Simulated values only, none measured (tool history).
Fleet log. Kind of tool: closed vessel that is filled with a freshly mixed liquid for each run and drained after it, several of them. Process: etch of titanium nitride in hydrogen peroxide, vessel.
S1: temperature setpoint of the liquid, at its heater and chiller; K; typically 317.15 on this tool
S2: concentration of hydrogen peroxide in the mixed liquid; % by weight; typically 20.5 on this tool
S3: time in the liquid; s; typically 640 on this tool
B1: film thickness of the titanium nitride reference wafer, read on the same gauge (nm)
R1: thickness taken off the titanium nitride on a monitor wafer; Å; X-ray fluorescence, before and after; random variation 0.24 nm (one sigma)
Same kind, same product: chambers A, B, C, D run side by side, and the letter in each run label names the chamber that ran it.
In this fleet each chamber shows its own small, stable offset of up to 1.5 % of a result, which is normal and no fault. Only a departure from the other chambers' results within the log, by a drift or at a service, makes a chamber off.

run 1D hour=7.3 | S1=317.15 S2=20.5 S3=640 | B1=139.98 | R1=340.60
run 2B hour=17.6 | S1=317.15 S2=20.5 S3=640 | B1=140.02 | R1=345.43
run 3C hour=31.9 | S1=317.15 S2=20.5 S3=640 | B1=139.99 | R1=346.29
run 4A hour=42.9 | S1=317.15 S2=20.5 S3=640 | B1=139.99 | R1=342.77
run 5C hour=58.0 | S1=324.65 S2=20.5 S3=940 | B1=139.98 | R1=877.67
run 6D hour=68.9 | S1=324.65 S2=20.5 S3=940 | B1=139.98 | R1=885.31
-- hour=77.0 chamber D: thermometer replaced
run 7B hour=78.0 | S1=324.65 S2=20.5 S3=940 | B1=140.02 | R1=886.39
run 8A hour=87.5 | S1=324.65 S2=20.5 S3=940 | B1=140.01 | R1=864.90
run 9B hour=102.8 | S1=317.15 S2=20.5 S3=640 | B1=139.99 | R1=347.73
run 10C hour=110.7 | S1=317.15 S2=20.5 S3=640 | B1=140.00 | R1=344.48
run 11D hour=123.5 | S1=317.15 S2=20.5 S3=640 | B1=139.98 | R1=342.02
-- hour=128.5 chamber D: peroxide flow meter replaced
run 12A hour=134.0 | S1=317.15 S2=20.5 S3=640 | B1=140.02 | R1=345.74
run 13D hour=141.2 | S1=317.15 S2=20.5 S3=640 | B1=140.02 | R1=340.13
run 14A hour=154.8 | S1=317.15 S2=16.0 S3=640 | B1=139.98 | R1=327.71
run 15B hour=161.9 | S1=317.15 S2=16.0 S3=640 | B1=139.99 | R1=331.09
run 16C hour=176.1 | S1=317.15 S2=16.0 S3=640 | B1=140.02 | R1=328.27
run 17A hour=190.3 | S1=317.15 S2=16.0 S3=640 | B1=139.95 | R1=325.35
run 18B hour=203.9 | S1=317.15 S2=20.5 S3=640 | B1=140.00 | R1=356.81
run 19D hour=217.5 | S1=317.15 S2=20.5 S3=640 | B1=139.99 | R1=339.09
run 20C hour=226.2 | S1=317.15 S2=20.5 S3=640 | B1=140.01 | R1=342.14
run 21D hour=238.3 | S1=317.15 S2=20.5 S3=640 | B1=139.98 | R1=342.59
run 22A hour=253.9 | S1=317.15 S2=20.5 S3=640 | B1=140.03 | R1=341.07
run 23B hour=264.6 | S1=317.15 S2=20.5 S3=640 | B1=140.01 | R1=356.99
run 24C hour=276.2 | S1=317.15 S2=20.5 S3=640 | B1=139.99 | R1=346.11
run 25D hour=286.3 | S1=317.15 S2=20.5 S3=640 | B1=140.00 | R1=340.17
run 26C hour=294.0 | S1=317.15 S2=20.5 S3=640 | B1=140.01 | R1=347.65
run 27B hour=301.0 | S1=317.15 S2=20.5 S3=640 | B1=140.00 | R1=362.27
run 28A hour=312.8 | S1=317.15 S2=20.5 S3=795 | B1=140.01 | R1=426.88
run 29C hour=324.0 | S1=317.15 S2=20.5 S3=795 | B1=140.02 | R1=428.86
run 30A hour=334.1 | S1=317.15 S2=20.5 S3=795 | B1=139.99 | R1=434.78
run 31D hour=348.1 | S1=317.15 S2=20.5 S3=795 | B1=139.98 | R1=423.49
run 32B hour=361.4 | S1=317.15 S2=20.5 S3=640 | B1=140.02 | R1=362.07
-- hour=367.0 chamber B: new drum of peroxide connected
run 33B hour=375.4 | S1=317.15 S2=20.5 S3=640 | B1=140.01 | R1=361.56
run 34D hour=390.2 | S1=317.15 S2=20.5 S3=640 | B1=140.02 | R1=342.11
run 35A hour=401.6 | S1=317.15 S2=24.0 S3=640 | B1=139.99 | R1=354.63
run 36C hour=411.6 | S1=317.15 S2=24.0 S3=640 | B1=140.00 | R1=355.74
run 37B hour=423.3 | S1=317.15 S2=24.0 S3=640 | B1=140.02 | R1=379.20
run 38C hour=430.0 | S1=317.15 S2=24.0 S3=640 | B1=139.99 | R1=359.78
run 39D hour=437.1 | S1=317.15 S2=20.5 S3=640 | B1=140.02 | R1=340.72
run 40A hour=444.8 | S1=317.15 S2=24.0 S3=485 | B1=140.03 | R1=265.16
-- hour=446.2 chamber A: thermometer replaced
run 41A hour=459.2 | S1=317.15 S2=24.0 S3=485 | B1=139.98 | R1=270.20

Predict what each chamber gives when all 4 of them run the settings below next.
run 42A hour=470.4 | S1=308.15 S2=20.5 S3=640 | R1=?
run 42B hour=470.4 | S1=308.15 S2=20.5 S3=640 | R1=?
run 42C hour=470.4 | S1=308.15 S2=20.5 S3=640 | R1=?
run 42D hour=470.4 | S1=308.15 S2=20.5 S3=640 | R1=?

run=42A R1=174.03
run=42B R1=186.79
run=42C R1=174.51
run=42D R1=169.83
